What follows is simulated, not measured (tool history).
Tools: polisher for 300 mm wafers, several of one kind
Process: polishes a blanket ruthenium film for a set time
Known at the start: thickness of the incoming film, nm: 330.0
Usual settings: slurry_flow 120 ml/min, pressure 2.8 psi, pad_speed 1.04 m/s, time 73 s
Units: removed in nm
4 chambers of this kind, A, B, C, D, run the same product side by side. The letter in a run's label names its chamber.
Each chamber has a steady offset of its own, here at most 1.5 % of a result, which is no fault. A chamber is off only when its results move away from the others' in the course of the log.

run   hour  slurry_flow  pressure  pad_speed  time  removed
 1C    3.9          120       2.8       1.04    73   99.999
 2D    7.7          120       2.8       1.04    73   97.639
 3A   11.7          120       2.8       1.04    73   98.072
      11.8  -- chamber B: worn pad replaced by a new one
 4B   17.9          120       2.8       1.04    73   99.066
 5D   22.7          120       2.8       1.04    73   98.536
 6C   28.2          120       2.8       1.04    73  101.690
 7A   33.3          120       2.8       1.04    73   98.872
 8B   38.6          135       2.8       1.04    49   68.426
 9D   44.2          135       2.8       1.04    49   66.507
      46.1  -- chamber C: worn pad replaced by a new one
10B   49.5          135       2.8       1.04    49   68.357
11C   55.4          135       2.8       1.04    49   69.684
12A   60.1          120       2.8       1.04    73  100.240
13D   65.3          135       2.8       1.04    89  123.900
14B   70.6          135       2.8       1.04    89  122.540
15A   74.7          135       2.8       1.04    89  124.230
16C   79.6          135       2.8       1.04    89  127.130
17C   83.2          120       2.8       1.04    73  100.360
      85.0  -- chamber A: worn pad replaced by a new one
18D   87.8          120       2.8       1.04    73   94.682
      90.6  -- chamber B: worn pad replaced by a new one
19B   91.0          120       2.8       1.04    73   99.121
20A   94.3          135       2.8       1.04    73  101.340
21C   99.0          135       2.8       1.04    73  100.910
22B  103.3          135       2.8       1.04    73   99.934
23D  108.9          135       2.8       1.04    73   98.196
24A  113.4          120       2.8       1.04    73   99.039
25D  116.4          100       2.8       1.04    54   67.511
26B  122.5          100       2.8       1.04    54   71.149
27A  127.2          100       2.8       1.04    54   70.607
28C  129.9          100       2.8       1.04    54   71.899
     133.5  -- chamber D: slurry nozzle cleaned
29A  136.2          120       2.8       1.04    73   98.552
30B  141.8          120       2.8       1.04    73   98.861
31C  144.9          120       2.8       1.04    73  100.410
32D  148.2          120       2.8       1.04    73   94.396
33A  153.7          120       2.8       1.04    73  100.190
34B  159.0          120       2.3       1.04    53   59.039
35C  164.9          120       2.3       1.04    53   60.286
36D  170.8          120       2.3       1.04    53   55.834
37C  175.1          120       2.3       1.04    53   60.380
     178.2  -- chamber B: worn pad replaced by a new one
     181.3  -- chamber A: head pressure recalibrated
38B  181.3          120       2.8       1.04    73  100.340
39D  186.7          120       2.8       1.04    73   93.188
     190.1  -- chamber C: worn pad replaced by a new one
40A  190.4          120       2.8       1.04    73   99.300
41A  193.4          120       2.8       1.04    73   98.109
42C  197.3          120       2.8       1.04    73   99.325
43B  200.7          120       2.8       1.04    73  100.220

Next, every chamber runs the same settings. What will each give?
44A  205.2          120       2.0       1.04    73        ?
44B  205.2          120       2.0       1.04    73        ?
44C  205.2          120       2.0       1.04    73        ?
44D  205.2          120       2.0       1.04    73        ?

run  removed
44A   71.028
44B   72.020
44C   70.889
44D   65.528
